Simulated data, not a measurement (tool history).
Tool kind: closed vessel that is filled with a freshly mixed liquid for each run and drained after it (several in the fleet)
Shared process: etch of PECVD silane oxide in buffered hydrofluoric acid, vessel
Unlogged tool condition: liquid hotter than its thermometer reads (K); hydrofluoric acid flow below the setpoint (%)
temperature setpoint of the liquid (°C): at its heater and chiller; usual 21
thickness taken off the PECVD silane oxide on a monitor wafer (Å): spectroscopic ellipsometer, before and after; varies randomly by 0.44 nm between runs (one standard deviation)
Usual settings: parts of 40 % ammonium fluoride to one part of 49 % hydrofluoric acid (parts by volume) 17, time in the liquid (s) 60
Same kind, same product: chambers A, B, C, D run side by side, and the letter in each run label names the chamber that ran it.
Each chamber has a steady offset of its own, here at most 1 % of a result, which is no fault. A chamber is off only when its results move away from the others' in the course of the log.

| run | hour | temperature setpoint of the liquid (°C) | parts of 40 % ammonium fluoride to one part of 49 % hydrofluoric acid (parts by volume) | time in the liquid (s) | hours since the thermometer was replaced | hours since the hydrofluoric acid flow meter was replaced | read-back film thickness of the PECVD silane oxide reference wafer, read on the same gauge (nm) | thickness taken off the PECVD silane oxide on a monitor wafer (Å) |
|---|---|---|---|---|---|---|---|---|
| 1A | 7.3 | 21 | 17 | 60 | 396.6 | 688.6 | 100.01 | 463.99 |
| 2D | 19.7 | 21 | 17 | 60 | 1094 | 1606.4 | 99.956 | 451.26 |
| 3B | 28.9 | 21 | 17 | 60 | 182 | 109.7 | 99.991 | 466.83 |
| 4C | 42 | 21 | 17 | 60 | 536.3 | 313.7 | 100.04 | 457.89 |
| 5A | 54.5 | 21 | 17 | 60 | 443.8 | 735.8 | 100.01 | 453.68 |
| 6C | 67.1 | 21 | 17 | 60 | 561.4 | 338.8 | 100.01 | 456.16 |
| 7B | 78.4 | 21 | 17 | 60 | 231.5 | 159.2 | 100.02 | 465.93 |
| 8D | 86.4 | 21 | 17 | 60 | 1160.7 | 1673.1 | 99.986 | 451.49 |
| 9B | 100.1 | 21 | 17 | 60 | 253.2 | 180.9 | 100.02 | 466.25 |
| 10A | 109.6 | 21 | 17 | 60 | 498.9 | 790.9 | 100.05 | 457.31 |
| 11C | 117.8 | 21 | 17 | 60 | 612.1 | 389.5 | 100.04 | 455.73 |
| 12D | 126.1 | 21 | 17 | 60 | 1200.4 | 1712.8 | 100.04 | 454.05 |
| 13A | 136.8 | 21 | 17 | 60 | 526.1 | 818.1 | 99.979 | 452.47 |
| 14D | 148.3 | 21 | 17 | 60 | 1222.6 | 1735 | 99.989 | 465.22 |
| 15C | 156.3 | 17.5 | 21.5 | 60 | 650.6 | 428 | 99.984 | 301.72 |
| 16B | 168.8 | 17.5 | 21.5 | 60 | 321.9 | 249.6 | 100 | 310.24 |
| 17A | 175.7 | 17.5 | 21.5 | 60 | 565 | 857 | 100 | 307.77 |
| 18C | 185.6 | 17.5 | 21.5 | 60 | 679.9 | 457.3 | 99.996 | 304.35 |
| 19B | 195.6 | 21 | 17 | 60 | 348.7 | 276.4 | 100.04 | 469.58 |
| 20D | 207.9 | 21 | 17 | 60 | 1282.2 | 1794.6 | 100.01 | 457.14 |
| 21D | 218.8 | 21 | 17 | 60 | 1293.1 | 1805.5 | 100.01 | 457.88 |
| 22C | 225.8 | 23.5 | 17 | 35 | 720.1 | 497.5 | 99.998 | 306.76 |
| 23A | 233.3 | 23.5 | 17 | 35 | 622.6 | 914.6 | 99.99 | 306.03 |
| 24B | 246.7 | 23.5 | 17 | 35 | 399.8 | 327.5 | 99.983 | 310.98 |
| 25C | 254.8 | 23.5 | 17 | 35 | 749.1 | 526.5 | 100.04 | 303.07 |
| 26D | 266.7 | 21 | 17 | 60 | 1341 | 1853.4 | 99.98 | 463.92 |
| 27A | 277.2 | 21 | 17 | 60 | 666.5 | 958.5 | 100.04 | 466.7 |
| 28B | 290.9 | 21 | 17 | 60 | 444 | 371.7 | 99.97 | 462.69 |

Is one chamber out of step, is the gauge drifting, or do the chambers differ by no more than their own small offsets? For an off chamber, give its letter and the likeliest cause.

No chamber is off and the gauge is stable; the differences are just each chamber's small, constant offset.

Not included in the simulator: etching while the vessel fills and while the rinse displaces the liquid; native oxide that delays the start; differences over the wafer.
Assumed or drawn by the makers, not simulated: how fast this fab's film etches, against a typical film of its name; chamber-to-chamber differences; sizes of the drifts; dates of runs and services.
